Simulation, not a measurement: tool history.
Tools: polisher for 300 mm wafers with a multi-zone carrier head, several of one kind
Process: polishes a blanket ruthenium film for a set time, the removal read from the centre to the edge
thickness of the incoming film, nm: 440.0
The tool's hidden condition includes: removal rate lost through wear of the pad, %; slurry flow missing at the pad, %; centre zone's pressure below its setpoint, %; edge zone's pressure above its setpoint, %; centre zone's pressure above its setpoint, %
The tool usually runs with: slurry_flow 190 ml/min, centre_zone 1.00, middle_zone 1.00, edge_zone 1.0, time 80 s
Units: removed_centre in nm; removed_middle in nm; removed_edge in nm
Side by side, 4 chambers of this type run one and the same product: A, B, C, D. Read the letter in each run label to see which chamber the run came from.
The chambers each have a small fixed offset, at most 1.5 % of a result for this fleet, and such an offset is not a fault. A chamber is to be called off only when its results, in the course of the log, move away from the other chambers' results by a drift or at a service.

| run | hour | slurry_flow | centre_zone | middle_zone | edge_zone | time | wafers polished on this pad | hours since the slurry nozzle was cleaned | hours since the centre zone pressure was calibrated | hours since the edge zone pressure was calibrated | removed_centre | removed_middle | removed_edge |
|---|---|---|---|---|---|---|---|---|---|---|---|---|---|
| 1C | 5.8 | 190 | 1.00 | 1.00 | 1.0 | 80 | 979 | 86.2 | 122.0 | 530.5 | 84.534 | 87.772 | 86.999 |
| 2D | 9.7 | 190 | 1.00 | 1.00 | 1.0 | 80 | 504 | 361.7 | 1212.4 | 579.0 | 88.030 | 86.516 | 89.075 |
|  | 9.8 | chamber C: worn pad replaced by a new one |
| 3B | 14.7 | 190 | 1.00 | 1.00 | 1.0 | 80 | 1262 | 175.0 | 786.7 | 478.3 | 84.972 | 87.660 | 85.580 |
| 4A | 19.2 | 190 | 1.00 | 1.00 | 1.0 | 80 | 721 | 183.3 | 559.9 | 183.4 | 85.693 | 85.137 | 85.873 |
|  | 19.7 | chamber B: worn pad replaced by a new one |
|  | 19.9 | chamber A: worn pad replaced by a new one |
| 5D | 24.3 | 190 | 0.92 | 1.04 | 1.0 | 80 | 595 | 376.3 | 1227.0 | 593.6 | 78.851 | 89.942 | 87.674 |
| 6A | 29.5 | 190 | 0.92 | 1.04 | 1.0 | 80 | 60 | 193.6 | 570.2 | 193.7 | 78.280 | 89.837 | 85.288 |
| 7B | 34.2 | 190 | 0.92 | 1.04 | 1.0 | 80 | 91 | 194.5 | 806.2 | 497.8 | 79.740 | 90.384 | 84.327 |
| 8C | 39.1 | 190 | 0.92 | 1.04 | 1.0 | 80 | 184 | 119.5 | 155.3 | 563.8 | 78.570 | 90.348 | 87.147 |
| 9C | 44.7 | 190 | 1.00 | 1.00 | 1.0 | 80 | 219 | 125.1 | 160.9 | 569.4 | 86.010 | 87.191 | 86.538 |
| 10A | 50.0 | 190 | 1.00 | 1.00 | 1.0 | 80 | 189 | 214.1 | 590.7 | 214.2 | 86.436 | 86.377 | 86.437 |
| 11B | 56.0 | 190 | 1.00 | 1.00 | 1.0 | 80 | 228 | 216.3 | 828.0 | 519.6 | 85.913 | 86.246 | 87.475 |
| 12D | 62.8 | 190 | 1.00 | 1.00 | 1.0 | 80 | 838 | 414.8 | 1265.5 | 632.1 | 88.571 | 86.727 | 87.064 |
|  | 67.4 | chamber D: worn pad replaced by a new one |
| 13A | 67.6 | 190 | 1.00 | 1.00 | 1.0 | 80 | 300 | 231.7 | 608.3 | 231.8 | 85.754 | 86.548 | 88.296 |
| 14D | 72.9 | 190 | 1.00 | 1.00 | 1.0 | 80 | 35 | 424.9 | 1275.6 | 642.2 | 87.929 | 86.304 | 87.473 |
| 15B | 77.2 | 190 | 1.00 | 1.00 | 1.0 | 80 | 362 | 237.5 | 849.2 | 540.8 | 84.489 | 85.765 | 84.361 |
| 16C | 80.5 | 190 | 1.00 | 1.00 | 1.0 | 80 | 445 | 160.9 | 196.7 | 605.2 | 86.911 | 86.562 | 88.915 |
| 17C | 84.6 | 190 | 1.00 | 1.00 | 1.0 | 80 | 470 | 165.0 | 200.8 | 609.3 | 87.180 | 86.162 | 87.675 |
| 18A | 89.3 | 190 | 1.00 | 1.00 | 1.0 | 80 | 437 | 253.4 | 630.0 | 253.5 | 86.050 | 87.147 | 85.198 |
| 19B | 93.6 | 190 | 1.00 | 1.00 | 0.9 | 56 | 465 | 253.9 | 865.6 | 557.2 | 59.834 | 59.348 | 57.978 |
|  | 95.1 | chamber C: slurry nozzle cleaned |
| 20D | 100.0 | 190 | 1.00 | 1.00 | 0.9 | 56 | 205 | 452.0 | 1302.7 | 669.3 | 61.312 | 60.981 | 57.780 |
| 21B | 103.2 | 190 | 1.00 | 1.00 | 0.9 | 56 | 525 | 263.5 | 875.2 | 566.8 | 56.947 | 59.529 | 56.539 |
| 22A | 106.6 | 190 | 1.00 | 1.00 | 0.9 | 56 | 545 | 270.7 | 647.3 | 270.8 | 59.900 | 60.646 | 56.904 |
| 23D | 112.8 | 190 | 1.00 | 1.00 | 1.0 | 80 | 286 | 464.8 | 1315.5 | 682.1 | 89.872 | 86.834 | 85.841 |
| 24C | 117.0 | 190 | 1.00 | 1.00 | 1.0 | 80 | 674 | 22.0 | 233.2 | 641.7 | 86.675 | 86.076 | 86.398 |
| 25D | 121.2 | 190 | 1.09 | 1.00 | 1.0 | 80 | 339 | 473.2 | 1323.9 | 690.5 | 95.323 | 88.004 | 85.304 |
| 26A | 125.0 | 190 | 1.09 | 1.00 | 1.0 | 80 | 661 | 289.1 | 665.7 | 289.2 | 95.103 | 85.657 | 86.178 |
| 27C | 130.1 | 190 | 1.09 | 1.00 | 1.0 | 80 | 757 | 35.1 | 246.3 | 654.8 | 94.159 | 86.682 | 87.954 |
| 28B | 134.7 | 190 | 1.09 | 1.00 | 1.0 | 80 | 724 | 295.0 | 906.7 | 598.3 | 88.767 | 83.969 | 81.492 |
| 29D | 140.3 | 190 | 1.00 | 1.00 | 1.0 | 80 | 459 | 492.3 | 1343.0 | 709.6 | 86.937 | 87.203 | 89.014 |
| 30C | 144.3 | 190 | 1.00 | 0.91 | 1.0 | 80 | 846 | 49.3 | 260.5 | 669.0 | 85.938 | 79.708 | 88.484 |
| 31B | 150.9 | 190 | 1.00 | 0.91 | 1.0 | 80 | 826 | 311.2 | 922.9 | 614.5 | 80.435 | 75.502 | 83.935 |

Decide between three cases: one chamber stands off from its peers, the gauge reading all wafers drifts, or nothing is wrong past each chamber's small offset. Where a chamber is off, say which and what most likely put it there.

One chamber, B, drifts off from the rest bit by bit.
Likeliest cause: slurry flow missing at the pad, % = 29.5.
It could be hard to tell apart here from: removal rate lost through wear of the pad, %.

Below are 4 candidate recipes for chamber B's next run, each the usual settings with a change, their results shown as question marks. Which of them brings B's results back in line with what the other chambers give on the usual settings?
A result is in line if it is within this distance of the other chambers' mean on the usual settings: removed_centre 3.700 nm; removed_middle 2.000 nm; removed_edge 3.800 nm
| 32B-1 | 155.9 | 190 | 1.00 | 1.00 | 1.00 | 81 |  |  |  |  | ? | ? | ? |
| 32B-2 | 155.9 | 185 | 0.98 | 1.00 | 1.01 | 76 |  |  |  |  | ? | ? | ? |
| 32B-3 | 155.9 | 195 | 1.02 | 1.00 | 0.99 | 84 |  |  |  |  | ? | ? | ? |
| 32B-4 | 155.9 | 190 | 1.00 | 1.00 | 1.00 | 79 |  |  |  |  | ? | ? | ? |

The mean the other chambers reach with the usual settings: removed_centre 86.321 nm; removed_middle 86.607 nm; removed_edge 86.897 nm
| run | removed_centre | removed_middle | removed_edge |
|---|---|---|---|
| 32B-1 | 81.235 | 83.112 | 84.080 |
| 32B-2 | 74.047 | 77.544 | 78.976 |
| 32B-3 | 86.645 | 86.652 | 87.079 |
| 32B-4 | 79.229 | 81.060 | 82.004 |
32B-3 puts the chamber back in line with the other chambers.
